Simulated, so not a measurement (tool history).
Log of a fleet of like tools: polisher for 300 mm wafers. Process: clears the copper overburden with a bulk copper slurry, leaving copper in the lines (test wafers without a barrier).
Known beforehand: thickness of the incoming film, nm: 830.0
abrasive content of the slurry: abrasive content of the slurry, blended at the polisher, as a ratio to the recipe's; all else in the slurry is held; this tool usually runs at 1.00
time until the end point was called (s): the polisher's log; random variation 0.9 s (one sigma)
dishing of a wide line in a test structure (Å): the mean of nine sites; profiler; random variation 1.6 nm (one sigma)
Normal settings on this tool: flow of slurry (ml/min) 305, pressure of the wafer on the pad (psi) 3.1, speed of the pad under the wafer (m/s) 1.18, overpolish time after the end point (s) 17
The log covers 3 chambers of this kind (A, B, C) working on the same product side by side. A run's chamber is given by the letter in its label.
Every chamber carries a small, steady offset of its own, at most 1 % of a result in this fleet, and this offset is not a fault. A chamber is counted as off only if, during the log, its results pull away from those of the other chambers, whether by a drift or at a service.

run   hour  flow of slurry (ml/min)  pressure of the wafer on the pad (psi)  speed of the pad under the wafer (m/s)  abrasive content of the slurry  overpolish time after the end point (s)  wafers polished on this pad  hours since the slurry nozzle was cleaned  hours since the head pressure was calibrated  hours since the slurry blender was calibrated  time until the end point was called (s)  dishing of a wide line in a test structure (Å)
 1B    5.4                      305                                     3.1                                    1.18                            1.00                                       17                          566                                      251.0                                          19.0                                           43.5                                   80.335                                          931.75
 2C   13.5                      305                                     3.1                                    1.18                            1.00                                       17                          421                                      439.6                                          18.0                                          304.9                                   82.440                                          890.89
 3A   17.7                      305                                     3.1                                    1.18                            1.00                                       17                         1393                                      381.0                                        1134.5                                           33.4                                   83.290                                          895.36
      19.8  -- chamber C: worn pad replaced by a new one
 4C   23.9                      305                                     3.1                                    1.18                            1.00                                       17                           34                                      450.0                                          28.4                                          315.3                                   82.489                                          921.92
 5B   31.4                      305                                     3.1                                    1.18                            1.00                                       17                          784                                      277.0                                          45.0                                           69.5                                   81.380                                          894.82
      36.3  -- chamber A: worn pad replaced by a new one
 6A   36.5                      405                                     3.1                                    1.18                            1.10                                       17                            1                                      399.8                                        1153.3                                           52.2                                   77.309                                          912.06
 7C   43.9                      405                                     3.1                                    1.18                            1.10                                       17                          201                                      470.0                                          48.4                                          335.3                                   79.031                                          926.98
      51.2  -- chamber C: slurry blender recalibrated
 8B   51.8                      405                                     3.1                                    1.18                            1.10                                       17                          954                                      297.4                                          65.4                                           89.9                                   77.277                                          904.96
 9A   56.7                      305                                     3.1                                    1.18                            1.00                                       17                          170                                      420.0                                        1173.5                                           72.4                                   82.055                                          896.65
10A   63.7                      305                                     3.1                                    1.18                            1.15                                       17                          229                                      427.0                                        1180.5                                           79.4                                   78.894                                          905.19
11C   67.5                      305                                     3.1                                    1.18                            1.15                                       17                          399                                      493.6                                          72.0                                           16.4                                   79.643                                          884.68
12B   71.7                      305                                     3.1                                    1.18                            1.15                                       17                         1121                                      317.3                                          85.3                                          109.8                                   77.995                                          929.50
13C   77.5                      305                                     3.1                                    1.18                            1.00                                       17                          482                                      503.6                                          82.0                                           26.4                                   81.699                                          916.24
      79.2  -- chamber C: worn pad replaced by a new one
14B   84.2                      305                                     3.1                                    1.18                            1.00                                       17                         1225                                      329.8                                          97.8                                          122.3                                   80.946                                          902.06
      86.1  -- chamber B: slurry blender recalibrated
15A   88.3                      305                                     3.1                                    1.18                            1.00                                       17                          435                                      451.6                                        1205.1                                          104.0                                   80.343                                          899.02
16B   94.5                      305                                     3.1                                    1.18                            1.00                                       17                         1312                                      340.1                                         108.1                                            8.5                                   82.353                                          895.31
17C  101.8                      305                                     3.1                                    1.18                            1.00                                       17                          189                                      527.9                                         106.3                                           50.7                                   81.671                                          863.80
18A  105.8                      305                                     3.1                                    1.18                            1.00                                       17                          581                                      469.1                                        1222.6                                          121.5                                   82.474                                          868.66
19B  111.5                      305                                     3.1                                    1.18                            1.00                                       17                         1454                                      357.1                                         125.1                                           25.5                                   81.744                                          891.24
     111.9  -- chamber A: slurry blender recalibrated
20A  119.4                      305                                     3.1                                    1.18                            1.00                                       17                          695                                      482.7                                        1236.2                                            7.5                                   80.788                                          901.48
     122.3  -- chamber B: slurry nozzle cleaned
21C  124.2                      305                                     3.1                                    1.18                            1.00                                       17                          376                                      550.3                                         128.7                                           73.1                                   81.423                                          864.77
22C  131.6                      305                                     3.1                                    1.18                            1.00                                       17                          438                                      557.7                                         136.1                                           80.5                                   82.598                                          873.88
     131.9  -- chamber A: head pressure recalibrated
23A  139.2                      305                                     3.1                                    1.18                            1.00                                       17                          861                                      502.5                                           7.3                                           27.3                                   80.711                                          893.76
24B  143.5                      395                                     3.1                                    1.18                            1.10                                       17                         1722                                       21.2                                         157.1                                           57.5                                   79.581                                          885.62
     147.7  -- chamber C: worn pad replaced by a new one
25B  151.3                      395                                     3.1                                    1.18                            1.10                                       17                         1787                                       29.0                                         164.9                                           65.3                                   77.968                                          886.71
26C  156.2                      395                                     3.1                                    1.18                            1.10                                       17                           71                                      582.3                                         160.7                                          105.1                                   78.980                                          906.46
27A  160.4                      305                                     3.1                                    1.18                            1.00                                       17                         1038                                      523.7                                          28.5                                           48.5                                   81.284                                          891.61
28C  166.5                      305                                     3.1                                    1.18                            1.00                                       17                          158                                      592.6                                         171.0                                          115.4                                   82.486                                          909.47
29B  170.8                      305                                     3.1                                    1.18                            1.00                                       17                         1950                                       48.5                                         184.4                                           84.8                                   83.612                                          857.95
30A  175.1                      305                                     3.1                                    1.18                            1.00                                       17                         1161                                      538.4                                          43.2                                           63.2                                   81.846                                          918.12
31A  180.4                      305                                     3.1                                    1.18                            1.00                                       17                         1205                                      543.7                                          48.5                                           68.5                                   82.617                                          899.19
32B  186.9                      305                                     3.1                                    1.18                            1.00                                       17                         2085                                       64.6                                         200.5                                          100.9                                   84.138                                          870.54
33C  190.9                      305                                     3.1                                    1.18                            1.10                                       24                          362                                      617.0                                         195.4                                          139.8                                   82.470                                         1064.10
34B  195.0                      305                                     3.1                                    1.18                            1.10                                       24                         2153                                       72.7                                         208.6                                          109.0                                   82.091                                         1082.90
     197.8  -- chamber B: slurry blender recalibrated
     201.6  -- chamber A: worn pad replaced by a new one
35C  203.0                      305                                     3.1                                    1.18                            1.10                                       24                          463                                      629.1                                         207.5                                          151.9                                   79.626                                         1093.10
36A  209.5                      305                                     3.1                                    1.18                            1.00                                       17                           66                                      572.8                                          77.6                                           97.6                                   81.139                                          921.08
     213.0  -- chamber C: worn pad replaced by a new one
37C  214.2                      305                                     3.1                                    1.54                            1.00                                       10                           10                                      640.3                                         218.7                                          163.1                                   62.047                                          759.09
38B  219.9                      305                                     3.1                                    1.54                            1.00                                       10                         2361                                       97.6                                         233.5                                           22.1                                   65.496                                          722.83
39A  227.7                      305                                     3.1                                    1.54                            1.00                                       10                          218                                      591.0                                          95.8                                          115.8                                   63.679                                          731.72
40C  234.9                      305                                     3.1                                    1.18                            1.00                                       17                          183                                      661.0                                         239.4                                          183.8                                   81.696                                          858.12

Which is it: a chamber that has drifted or been left off by a service, a gauge drift common to all chambers, or only each chamber's usual small offset? If a chamber is off, name it and its likeliest cause.

One chamber, B, drifts off from the rest bit by bit.
Most likely cause: removal rate lost through wear of the pad, % = 6.24.
The log may not tell that from: head's pressure below its setpoint, %.

Chamber B could run next with any of the 4 candidate recipes listed below; each alters the usual settings, and their results appear as question marks. Which one brings its results back in line with what the other chambers deliver on the usual settings?
To be in line, a result may differ from the other chambers' mean on the usual settings by at most: time until the end point was called (s) 3.200; dishing of a wide line in a test structure (Å) 57.00
41B-1  240.7                      305                                     3.3                                    1.26                            1.00                                       17                                                                                                                                                                                                             ?                                               ?
41B-2  240.7                      305                                     3.0                                    1.14                            1.00                                       17                                                                                                                                                                                                             ?                                               ?
41B-3  240.7                      305                                     2.9                                    1.10                            1.00                                       17                                                                                                                                                                                                             ?                                               ?
41B-4  240.7                      305                                     3.2                                    1.22                            1.00                                       17                                                                                                                                                                                                             ?                                               ?

The mean the other chambers reach with the usual settings: time until the end point was called (s) 82.009; dishing of a wide line in a test structure (Å) 894.61
  run  time until the end point was called (s)  dishing of a wide line in a test structure (Å)
41B-1                                   75.756                                          925.19
41B-2                                   91.903                                          808.36
41B-3                                   98.448                                          769.00
41B-4                                   80.630                                          886.52
The answer is 41B-4, which returns the chamber to within the allowed miss of the others.

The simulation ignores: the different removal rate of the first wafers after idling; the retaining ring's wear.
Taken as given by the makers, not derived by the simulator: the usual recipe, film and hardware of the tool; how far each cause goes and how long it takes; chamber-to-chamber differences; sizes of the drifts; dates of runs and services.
